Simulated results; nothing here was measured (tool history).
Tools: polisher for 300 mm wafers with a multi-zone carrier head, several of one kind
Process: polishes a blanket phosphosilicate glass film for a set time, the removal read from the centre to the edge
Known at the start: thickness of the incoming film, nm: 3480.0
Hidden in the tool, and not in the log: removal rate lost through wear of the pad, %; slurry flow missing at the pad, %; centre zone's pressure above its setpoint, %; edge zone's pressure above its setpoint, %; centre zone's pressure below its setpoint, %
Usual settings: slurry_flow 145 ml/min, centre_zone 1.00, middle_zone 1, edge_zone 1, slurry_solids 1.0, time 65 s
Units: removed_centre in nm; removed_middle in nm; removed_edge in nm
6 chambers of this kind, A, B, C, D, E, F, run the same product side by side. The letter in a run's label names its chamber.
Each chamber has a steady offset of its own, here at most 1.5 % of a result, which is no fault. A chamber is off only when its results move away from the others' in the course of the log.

run,hour,slurry_flow,centre_zone,middle_zone,edge_zone,slurry_solids,time,wafers polished on this pad,hours since the slurry nozzle was cleaned,hours since the centre zone pressure was calibrated,hours since the edge zone pressure was calibrated,removed_centre,removed_middle,removed_edge
1D,12.6,145,1.00,1,1,1.0,65,710,388.0,388.2,670.3,401.72,402.18,407.12
# hour 21.7: chamber A: worn pad replaced by a new one
2A,26.4,145,1.00,1,1,1.0,65,56,152.6,485.8,58.4,399.10,402.84,406.87
# hour 26.6: chamber C: worn pad replaced by a new one
# hour 34.8: chamber F: worn pad replaced by a new one
# hour 36.4: chamber E: slurry nozzle cleaned
# hour 38.8: chamber C: slurry nozzle cleaned
# hour 39.1: chamber B: worn pad replaced by a new one
3F,39.6,145,1.00,1,1,1.0,65,57,454.0,1064.9,315.3,403.01,404.93,401.71
4E,53.5,145,1.00,1,1,1.0,65,1236,17.1,780.2,499.8,400.59,398.89,402.07
# hour 58.1: chamber B: centre zone pressure recalibrated
5B,60.8,145,1.00,1,1,1.0,65,259,419.6,2.8,300.6,402.18,396.59,399.65
# hour 62.3: chamber E: worn pad replaced by a new one
# hour 67.7: chamber D: worn pad replaced by a new one
6C,69.7,145,1.00,1,1,1.0,65,513,31.0,221.1,153.4,397.82,407.55,405.89
7B,78.7,110,1.11,1,1,1.0,65,471,437.5,20.7,318.5,415.92,368.34,383.29
8D,88.6,110,1.11,1,1,1.0,65,248,464.0,464.2,746.3,419.91,378.85,390.35
9F,96.2,110,1.11,1,1,1.0,65,731,510.6,1121.5,371.9,420.72,371.14,383.75
10A,105.1,110,1.11,1,1,1.0,65,992,231.3,564.5,137.1,410.02,382.94,384.19
# hour 106.4: chamber C: worn pad replaced by a new one
11E,112.5,110,1.11,1,1,1.0,65,597,76.1,839.2,558.8,412.57,382.71,386.14
# hour 114.5: chamber B: worn pad replaced by a new one
# hour 118.2: chamber A: worn pad replaced by a new one
# hour 119.4: chamber F: worn pad replaced by a new one
12C,127.6,110,1.11,1,1,1.0,65,252,88.9,279.0,211.3,423.88,381.53,394.38
13C,142.3,145,1.00,1,1,1.0,65,427,103.6,293.7,226.0,398.37,400.16,407.93
# hour 145.2: chamber E: centre zone pressure recalibrated
14E,149.5,145,1.00,1,1,1.0,65,1037,113.1,4.4,595.8,394.64,394.24,399.49
# hour 154.8: chamber E: worn pad replaced by a new one
15D,161.0,145,1.00,1,1,1.0,65,1109,536.4,536.6,818.7,401.25,398.48,407.21
# hour 173.4: chamber C: worn pad replaced by a new one
16F,174.6,145,1.00,1,1,1.0,65,657,589.0,1199.9,450.3,403.87,403.00,401.52
# hour 182.3: chamber D: worn pad replaced by a new one
17A,182.9,145,1.00,1,1,1.0,65,770,309.1,642.3,214.9,405.12,402.00,396.86
# hour 183.6: chamber B: worn pad replaced by a new one
# hour 189.3: chamber F: centre zone pressure recalibrated
18B,189.7,145,1.00,1,1,1.0,65,73,548.5,131.7,429.5,405.63,386.32,397.28
# hour 193.8: chamber F: worn pad replaced by a new one
19E,204.7,145,1.00,1,1,1.0,65,593,168.3,59.6,651.0,396.43,404.14,403.43
20B,218.7,145,1.00,1,1,1.0,65,418,577.5,160.7,458.5,398.64,390.16,393.76
# hour 225.0: chamber A: worn pad replaced by a new one
21C,232.4,145,1.00,1,1,1.0,65,702,193.7,383.8,316.1,402.63,397.29,405.03
# hour 234.2: chamber E: edge zone pressure recalibrated
22D,245.6,145,1.00,1,1,1.0,65,753,621.0,621.2,903.3,398.84,398.87,400.20
# hour 246.1: chamber D: slurry nozzle cleaned
# hour 249.4: chamber C: worn pad replaced by a new one
# hour 252.1: chamber C: edge zone pressure recalibrated
23F,253.1,145,1.00,1,1,1.0,65,705,667.5,63.8,528.8,352.85,396.56,406.08
# hour 261.4: chamber E: worn pad replaced by a new one
24A,261.7,145,1.00,1,1,1.0,65,436,387.9,721.1,293.7,397.61,408.33,406.16
# hour 267.5: chamber B: worn pad replaced by a new one
25C,268.4,145,1.00,1,1,1.0,65,226,229.7,419.8,16.3,398.46,391.47,406.50
# hour 274.2: chamber F: worn pad replaced by a new one
# hour 276.7: chamber D: worn pad replaced by a new one
26F,277.5,145,1.00,1,1,1.0,65,40,691.9,88.2,553.2,356.65,395.04,399.63
# hour 284.3: chamber C: slurry nozzle cleaned
27B,284.3,180,1.00,1,1,0.9,65,200,643.1,226.3,524.1,397.03,391.93,394.89
28E,294.8,180,1.00,1,1,0.9,65,397,258.4,149.7,60.6,393.29,397.26,394.31
# hour 296.3: chamber F: slurry nozzle cleaned
# hour 298.3: chamber F: edge zone pressure recalibrated
29D,304.0,180,1.00,1,1,0.9,65,325,58.0,679.6,961.7,402.54,403.24,394.56
# hour 310.4: chamber A: centre zone pressure recalibrated
30A,312.3,180,1.00,1,1,0.9,65,1038,438.5,2.0,344.3,395.94,400.20,392.48
# hour 318.1: chamber E: slurry nozzle cleaned
# hour 319.6: chamber A: worn pad replaced by a new one
31C,319.7,180,1.00,1,1,0.9,65,836,35.5,471.1,67.6,392.26,395.56,396.12
32B,327.3,180,1.00,1,1,0.9,65,711,686.1,269.3,567.1,396.56,403.48,391.78
33A,336.6,145,1.00,1,1,1.0,65,202,462.8,26.3,368.6,395.11,398.28,403.99
# hour 346.9: chamber B: slurry nozzle cleaned
34F,347.2,145,1.00,1,1,1.0,65,869,51.0,157.9,49.0,354.62,401.20,404.75
# hour 353.6: chamber B: worn pad replaced by a new one
35E,356.3,145,1.00,1,1,1.0,65,1128,38.2,211.2,122.1,398.01,405.13,400.64
36D,363.6,145,1.00,1,1,1.0,65,1034,117.6,739.2,1021.3,408.35,401.48,400.60
37B,374.9,145,1.00,1,1,1.0,65,253,28.1,316.9,614.7,398.28,397.62,404.86

What goes on in this fleet: one chamber off, a drifting gauge, or nothing beyond the chambers' own small offsets? Name the chamber and the cause, if any.

A service left chamber F off against the others.
Cause: centre zone's pressure below its setpoint, % = 9.84.

Here are 4 candidates for chamber F's next run, each the usual settings with a change, their results left as question marks. Which one brings its results back in line with what the others give on the usual settings?
In line means no further than this from the other chambers' mean on the usual settings: removed_centre 13.00 nm; removed_middle 16.00 nm; removed_edge 9.70 nm
38F-1,385.8,145,0.97,1.00,1.01,1.0,65,,,,,?,?,?
38F-2,385.8,150,1.08,0.99,0.97,1.0,66,,,,,?,?,?
38F-3,385.8,140,0.92,1.01,1.03,1.0,64,,,,,?,?,?
38F-4,385.8,145,1.03,1.00,0.99,1.0,65,,,,,?,?,?

The other chambers' mean on the usual settings: removed_centre 399.14 nm; removed_middle 402.32 nm; removed_edge 402.82 nm
run,removed_centre,removed_middle,removed_edge
38F-1,345.36,398.66,405.33
38F-2,397.85,403.43,404.88
38F-3,318.03,393.52,401.22
38F-4,369.15,398.55,401.09
38F-2 brings the chamber back in line.

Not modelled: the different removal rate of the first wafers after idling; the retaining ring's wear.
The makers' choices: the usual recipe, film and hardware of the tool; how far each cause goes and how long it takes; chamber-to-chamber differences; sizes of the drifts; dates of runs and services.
